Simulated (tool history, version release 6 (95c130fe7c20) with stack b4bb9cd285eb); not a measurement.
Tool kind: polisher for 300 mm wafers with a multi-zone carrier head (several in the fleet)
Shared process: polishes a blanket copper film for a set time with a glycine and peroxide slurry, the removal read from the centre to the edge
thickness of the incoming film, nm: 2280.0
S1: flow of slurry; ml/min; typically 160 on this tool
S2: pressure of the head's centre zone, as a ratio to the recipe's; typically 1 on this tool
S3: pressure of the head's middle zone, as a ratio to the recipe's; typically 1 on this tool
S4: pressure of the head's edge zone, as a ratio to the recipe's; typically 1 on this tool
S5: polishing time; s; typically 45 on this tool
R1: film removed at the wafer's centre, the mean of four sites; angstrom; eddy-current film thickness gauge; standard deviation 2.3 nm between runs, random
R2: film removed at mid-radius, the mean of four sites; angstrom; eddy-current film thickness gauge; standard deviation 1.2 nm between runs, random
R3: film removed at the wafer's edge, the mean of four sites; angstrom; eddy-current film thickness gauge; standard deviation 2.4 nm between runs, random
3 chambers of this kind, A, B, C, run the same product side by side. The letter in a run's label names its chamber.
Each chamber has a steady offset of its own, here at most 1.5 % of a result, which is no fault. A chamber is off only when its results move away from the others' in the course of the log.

| run | hour | S1 | S2 | S3 | S4 | S5 | R1 | R2 | R3 |
|---|---|---|---|---|---|---|---|---|---|
| 1C | 10.3 | 160 | 1 | 1 | 1 | 45 | 1824.7 | 1848.1 | 1846.7 |
|  | 17.3 | chamber A: worn pad replaced by a new one |
| 2A | 19.1 | 160 | 1 | 1 | 1 | 45 | 1807.2 | 1851.1 | 1840.3 |
| 3B | 27.9 | 160 | 1 | 1 | 1 | 45 | 1828.9 | 1862.7 | 1842.1 |
|  | 33.3 | chamber C: worn pad replaced by a new one |
| 4A | 35.5 | 160 | 1 | 1 | 1 | 45 | 1818 | 1856.1 | 1847.7 |
| 5B | 46.2 | 160 | 1 | 1 | 1 | 45 | 1849.5 | 1854.4 | 1880.3 |
| 6C | 52.9 | 160 | 1 | 1 | 1 | 45 | 1827.5 | 1829.5 | 1834 |
| 7A | 60.8 | 160 | 1 | 1 | 1 | 45 | 1848.5 | 1844.6 | 1840.6 |
|  | 63.9 | chamber B: worn pad replaced by a new one |
| 8B | 69.1 | 160 | 1 | 1 | 1 | 45 | 1859.1 | 1855 | 1873.6 |
| 9C | 75.9 | 160 | 1 | 1.1 | 0.96 | 45 | 1855.7 | 2019.1 | 1834 |
| 10B | 83 | 160 | 1 | 1.1 | 0.96 | 45 | 1883.9 | 2007.8 | 1763.9 |
|  | 89.3 | chamber C: worn pad replaced by a new one |
| 11A | 92.2 | 160 | 1 | 1.1 | 0.96 | 45 | 1796.4 | 2001.9 | 1785.5 |
| 12C | 102.3 | 160 | 1 | 1 | 1 | 45 | 1863.5 | 1843.2 | 1843.5 |
| 13B | 109.5 | 160 | 1 | 1 | 1 | 58 | 2379.7 | 2357 | 2418.7 |
|  | 109.7 | chamber A: worn pad replaced by a new one |
| 14A | 119.3 | 160 | 1 | 1 | 1 | 58 | 2321.2 | 2366 | 2366.1 |
| 15C | 128 | 160 | 1 | 1 | 1 | 58 | 2362.6 | 2403.6 | 2390.5 |
|  | 134.4 | chamber B: worn pad replaced by a new one |
| 16C | 138.9 | 160 | 1.04 | 1 | 1 | 45 | 1903.2 | 1848.8 | 1839.2 |
|  | 141.7 | chamber B: edge zone pressure recalibrated |
|  | 146.9 | chamber C: worn pad replaced by a new one |
| 17A | 147.6 | 160 | 1.04 | 1 | 1 | 45 | 1840.4 | 1776.9 | 1791.4 |
| 18B | 157.8 | 160 | 1.04 | 1 | 1 | 45 | 1924.1 | 1834.2 | 1833.5 |
| 19C | 166.7 | 160 | 1 | 1 | 1 | 45 | 1848.6 | 1846.2 | 1874.7 |
| 20A | 173.6 | 160 | 1 | 1 | 1 | 45 | 1732.6 | 1779.6 | 1760.6 |
| 21B | 182.7 | 160 | 1 | 1 | 1 | 45 | 1845.7 | 1843.4 | 1842.5 |
| 22C | 188.8 | 160 | 1 | 1 | 1.05 | 45 | 1824.4 | 1841.3 | 1883.4 |
|  | 193.8 | chamber B: worn pad replaced by a new one |
| 23A | 199.2 | 160 | 1 | 1 | 1.05 | 45 | 1725.7 | 1761.1 | 1877.6 |
|  | 202.2 | chamber A: worn pad replaced by a new one |
|  | 204.6 | chamber C: slurry nozzle cleaned |
| 24B | 209.1 | 160 | 1 | 1 | 1.05 | 45 | 1886.7 | 1858.7 | 1906.7 |
|  | 210.5 | chamber C: worn pad replaced by a new one |
| 25B | 218.5 | 160 | 1.08 | 0.89 | 1 | 45 | 2029.4 | 1650.6 | 1852.9 |
| 26C | 227.7 | 160 | 1.08 | 0.89 | 1 | 45 | 2021.2 | 1649.6 | 1812.4 |
| 27A | 233.8 | 160 | 1.08 | 0.89 | 1 | 45 | 1805.1 | 1557.1 | 1766 |

Is one chamber out of step, is the gauge drifting, or do the chambers differ by no more than their own small offsets? For an off chamber, give its letter and the likeliest cause.

Little by little, chamber A moves away from the other chambers.
Likeliest cause: slurry flow missing at the pad, % = 30.4.

Which of the 4 candidates below, each the usual settings with something changed and its results left as question marks, puts chamber A back in line with what the other chambers give on the usual settings?
In-line tolerance around the mean of the other chambers on the usual settings: R1 80 angstrom; R2 43 angstrom; R3 84 angstrom
| 28A-1 | 241.9 | 175 | 1.07 | 1.01 | 0.97 | 51 | ? | ? | ? |
| 28A-2 | 241.9 | 165 | 1.03 | 1 | 0.99 | 48 | ? | ? | ? |
| 28A-3 | 241.9 | 145 | 0.94 | 0.99 | 1.03 | 40 | ? | ? | ? |
| 28A-4 | 241.9 | 150 | 0.96 | 0.99 | 1.02 | 43 | ? | ? | ? |

The mean the other chambers reach with the usual settings: R1 1845.3 angstrom; R2 1842.3 angstrom; R3 1847.8 angstrom
| run | R1 | R2 | R3 |
|---|---|---|---|
| 28A-1 | 2086 | 2003.1 | 1982.3 |
| 28A-2 | 1853.9 | 1842.1 | 1867.1 |
| 28A-3 | 1345.3 | 1470.5 | 1551.8 |
| 28A-4 | 1495.7 | 1595.6 | 1670.3 |
Change 28A-2 lands the chamber within the allowed miss of the other chambers.
